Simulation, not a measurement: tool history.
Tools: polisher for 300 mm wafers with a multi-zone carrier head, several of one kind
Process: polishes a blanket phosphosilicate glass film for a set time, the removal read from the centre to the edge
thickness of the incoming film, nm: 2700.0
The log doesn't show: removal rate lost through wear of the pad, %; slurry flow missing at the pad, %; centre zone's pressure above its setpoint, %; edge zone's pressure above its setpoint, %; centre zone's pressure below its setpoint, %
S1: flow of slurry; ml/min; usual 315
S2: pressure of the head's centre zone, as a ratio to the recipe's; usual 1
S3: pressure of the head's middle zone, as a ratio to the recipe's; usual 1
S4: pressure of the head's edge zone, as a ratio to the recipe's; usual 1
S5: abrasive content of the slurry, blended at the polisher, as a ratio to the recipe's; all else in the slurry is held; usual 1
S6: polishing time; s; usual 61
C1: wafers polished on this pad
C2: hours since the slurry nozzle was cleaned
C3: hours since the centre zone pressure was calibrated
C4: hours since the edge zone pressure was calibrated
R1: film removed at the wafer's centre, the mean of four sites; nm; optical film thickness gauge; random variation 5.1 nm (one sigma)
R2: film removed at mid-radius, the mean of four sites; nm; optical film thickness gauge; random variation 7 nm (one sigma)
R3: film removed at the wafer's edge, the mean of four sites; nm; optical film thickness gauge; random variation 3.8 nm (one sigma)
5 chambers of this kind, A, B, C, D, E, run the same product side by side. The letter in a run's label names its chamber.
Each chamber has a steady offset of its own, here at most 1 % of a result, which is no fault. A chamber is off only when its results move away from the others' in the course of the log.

At hour 2.3: chamber C: worn pad replaced by a new one.
Run 1C, hour 9.1: usual settings; C1 72; C2 383.2; C3 871.2; C4 347.1. Result: R1 539.72 nm, R2 540.66 nm, R3 542.13 nm.
At hour 13.9: chamber D: worn pad replaced by a new one.
At hour 15.1: chamber C: slurry nozzle cleaned.
At hour 19.5: chamber B: worn pad replaced by a new one.
Run 2B, hour 20: usual settings; C1 5; C2 111.3; C3 363.2; C4 101.1. Result: R1 540.07 nm, R2 544.09 nm, R3 544.04 nm.
Run 3A, hour 26.3: usual settings; C1 702; C2 341; C3 465.7; C4 149.1. Result: R1 546.47 nm, R2 527.59 nm, R3 526.36 nm.
At hour 32.9: chamber A: worn pad replaced by a new one.
Run 4E, hour 38.8: usual settings; C1 728; C2 158.2; C3 468.9; C4 294.1. Result: R1 550.02 nm, R2 535.94 nm, R3 541.59 nm.
Run 5D, hour 49.6: usual settings; C1 376; C2 350.2; C3 1104.3; C4 90.4. Result: R1 546.8 nm, R2 542.31 nm, R3 538.72 nm.
At hour 51.6: chamber A: slurry nozzle cleaned.
Run 6C, hour 56.9: usual settings; C1 574; C2 41.9; C3 919; C4 394.9. Result: R1 533.92 nm, R2 530.68 nm, R3 542.09 nm.
At hour 58.9: chamber D: slurry nozzle cleaned.
Run 7D, hour 68.7: usual settings; C1 577; C2 9.9; C3 1123.4; C4 109.5. Result: R1 542.78 nm, R2 528.89 nm, R3 543.18 nm.
At hour 76.6: chamber C: worn pad replaced by a new one.
Run 8B, hour 80.4: usual settings; C1 641; C2 171.7; C3 423.6; C4 161.5. Result: R1 552.27 nm, R2 547.29 nm, R3 540.05 nm.
At hour 83.1: chamber E: worn pad replaced by a new one.
Run 9E, hour 89.5: usual settings but S1 360 ml/min, S4 1.06; C1 68; C2 208.9; C3 519.6; C4 344.8. Result: R1 549.29 nm, R2 551.29 nm, R3 560.14 nm.
At hour 92.5: chamber D: worn pad replaced by a new one.
Run 10A, hour 96: usual settings but S1 360 ml/min, S4 1.06; C1 664; C2 44.5; C3 535.4; C4 218.8. Result: R1 546.93 nm, R2 542.15 nm, R3 552.57 nm.
Run 11C, hour 105.1: usual settings but S1 360 ml/min, S4 1.06; C1 300; C2 90.1; C3 967.2; C4 443.1. Result: R1 551.28 nm, R2 540.9 nm, R3 560.04 nm.
At hour 110.3: chamber A: worn pad replaced by a new one.
Run 12A, hour 112.3: usual settings but S1 360 ml/min, S4 1.06; C1 21; C2 60.8; C3 551.7; C4 235.1. Result: R1 558.89 nm, R2 560.12 nm, R3 561.48 nm.
Run 13E, hour 119.2: usual settings but S1 360 ml/min, S4 1.06; C1 380; C2 238.6; C3 549.3; C4 374.5. Result: R1 550.94 nm, R2 548.41 nm, R3 563.47 nm.
At hour 128: chamber B: worn pad replaced by a new one.
Run 14B, hour 130.5: usual settings; C1 26; C2 221.8; C3 473.7; C4 211.6. Result: R1 543.85 nm, R2 546.45 nm, R3 538.66 nm.
Run 15D, hour 138.1: usual settings; C1 480; C2 79.3; C3 1192.8; C4 178.9. Result: R1 544.38 nm, R2 540.46 nm, R3 535.63 nm.
Run 16C, hour 148.8: usual settings; C1 759; C2 133.8; C3 1010.9; C4 486.8. Result: R1 547.48 nm, R2 539.28 nm, R3 545.55 nm.
At hour 150.7: chamber C: worn pad replaced by a new one.
Run 17B, hour 158: usual settings; C1 315; C2 249.3; C3 501.2; C4 239.1. Result: R1 537.6 nm, R2 554.04 nm, R3 543.83 nm.
At hour 167.6: chamber D: worn pad replaced by a new one.
Run 18E, hour 170: usual settings; C1 915; C2 289.4; C3 600.1; C4 425.3. Result: R1 544.73 nm, R2 539.59 nm, R3 537.64 nm.
At hour 175.9: chamber B: slurry nozzle cleaned.
Run 19D, hour 176.3: usual settings; C1 92; C2 117.5; C3 1231; C4 217.1. Result: R1 542.98 nm, R2 543.55 nm, R3 545.94 nm.
At hour 178.8: chamber A: worn pad replaced by a new one.
At hour 182.5: chamber E: slurry nozzle cleaned.
Run 20A, hour 188.1: usual settings; C1 97; C2 136.6; C3 627.5; C4 310.9. Result: R1 539.41 nm, R2 537.2 nm, R3 535.73 nm.
At hour 194.8: chamber E: worn pad replaced by a new one.
Run 21E, hour 195.7: usual settings but S3 1.06, S5 1.1; C1 9; C2 13.3; C3 625.8; C4 451. Result: R1 554.67 nm, R2 591.12 nm, R3 560.36 nm.
Run 22B, hour 205.1: usual settings but S3 1.06, S5 1.1; C1 811; C2 29.3; C3 548.3; C4 286.2. Result: R1 564.06 nm, R2 597.41 nm, R3 563.82 nm.
Run 23C, hour 211.2: usual settings but S3 1.06, S5 1.1; C1 636; C2 196.2; C3 1073.3; C4 549.2. Result: R1 573.25 nm, R2 598.04 nm, R3 562.93 nm.
At hour 220.8: chamber C: worn pad replaced by a new one.
Run 24D, hour 221.9: usual settings but S3 1.06, S5 1.1; C1 572; C2 163.1; C3 1276.6; C4 262.7. Result: R1 567.78 nm, R2 596.64 nm, R3 568.17 nm.
Run 25A, hour 234.1: usual settings but S3 1.06, S5 1.1; C1 581; C2 182.6; C3 673.5; C4 356.9. Result: R1 559.83 nm, R2 592.68 nm, R3 558.7 nm.
At hour 236.2: chamber B: worn pad replaced by a new one.
At hour 245.4: chamber A: worn pad replaced by a new one.
Run 26E, hour 246.5: usual settings; C1 544; C2 64.1; C3 676.6; C4 501.8. Result: R1 537.22 nm, R2 551.38 nm, R3 539.09 nm.
At hour 248.9: chamber D: worn pad replaced by a new one.
Run 27B, hour 254.4: usual settings; C1 192; C2 78.6; C3 597.6; C4 335.5. Result: R1 545.94 nm, R2 541.4 nm, R3 544.02 nm.
Run 28D, hour 260.4: usual settings; C1 121; C2 201.6; C3 1315.1; C4 301.2. Result: R1 538.33 nm, R2 547.4 nm, R3 547.84 nm.
Run 29C, hour 269.3: usual settings; C1 511; C2 254.3; C3 1131.4; C4 607.3. Result: R1 544.88 nm, R2 540.24 nm, R3 546.94 nm.
At hour 274.3: chamber D: centre zone pressure recalibrated.
Run 30A, hour 275.7: usual settings; C1 319; C2 224.2; C3 715.1; C4 398.5. Result: R1 536.46 nm, R2 543.39 nm, R3 533.98 nm.
Run 31E, hour 282.9: usual settings; C1 927; C2 100.5; C3 713; C4 538.2. Result: R1 535.85 nm, R2 554.47 nm, R3 536.41 nm.
Run 32D, hour 290: usual settings; C1 432; C2 231.2; C3 15.7; C4 330.8. Result: R1 541.18 nm, R2 546.06 nm, R3 548.54 nm.
Run 33A, hour 297.4: usual settings; C1 547; C2 245.9; C3 736.8; C4 420.2. Result: R1 536.22 nm, R2 544.01 nm, R3 542.35 nm.
At hour 297.9: chamber C: worn pad replaced by a new one.
Run 34C, hour 306.1: usual settings; C1 86; C2 291.1; C3 1168.2; C4 644.1. Result: R1 540.09 nm, R2 534.08 nm, R3 541.99 nm.
At hour 308.1: chamber A: worn pad replaced by a new one.
Run 35B, hour 312.5: usual settings but S3 0.89, S6 51 s; C1 803; C2 136.7; C3 655.7; C4 393.6. Result: R1 449.89 nm, R2 417.58 nm, R3 455.07 nm.
Run 36A, hour 321.9: usual settings but S3 0.89, S6 51 s; C1 145; C2 270.4; C3 761.3; C4 444.7. Result: R1 448.95 nm, R2 413.53 nm, R3 447.33 nm.
Run 37C, hour 333.4: usual settings but S3 0.89, S6 51 s; C1 373; C2 318.4; C3 1195.5; C4 671.4. Result: R1 455.13 nm, R2 416.2 nm, R3 449.51 nm.
At hour 333.8: chamber D: worn pad replaced by a new one.
Run 38D, hour 342.1: usual settings but S3 0.89, S6 51 s; C1 88; C2 283.3; C3 67.8; C4 382.9. Result: R1 450.63 nm, R2 408.02 nm, R3 452.4 nm.
Run 39B, hour 352.5: usual settings but S3 0.89, S6 51 s; C1 1224; C2 176.7; C3 695.7; C4 433.6. Result: R1 451.09 nm, R2 400.79 nm, R3 455.03 nm.

All 5 chambers run these settings next. Forecast each chamber's results:
Run 40A, hour 361.6: usual settings. Result: R1 ?, R2 ?, R3 ?.
Run 40B, hour 361.6: usual settings. Result: R1 ?, R2 ?, R3 ?.
Run 40C, hour 361.6: usual settings. Result: R1 ?, R2 ?, R3 ?.
Run 40D, hour 361.6: usual settings. Result: R1 ?, R2 ?, R3 ?.
Run 40E, hour 361.6: usual settings. Result: R1 ?, R2 ?, R3 ?.

run      R1      R2      R3
40A  540.11  546.38  529.89
40B  540.24  543.01  541.91
40C  542.45   540.9  541.62
40D  538.77  538.52  545.95
40E  535.06  536.92  537.46
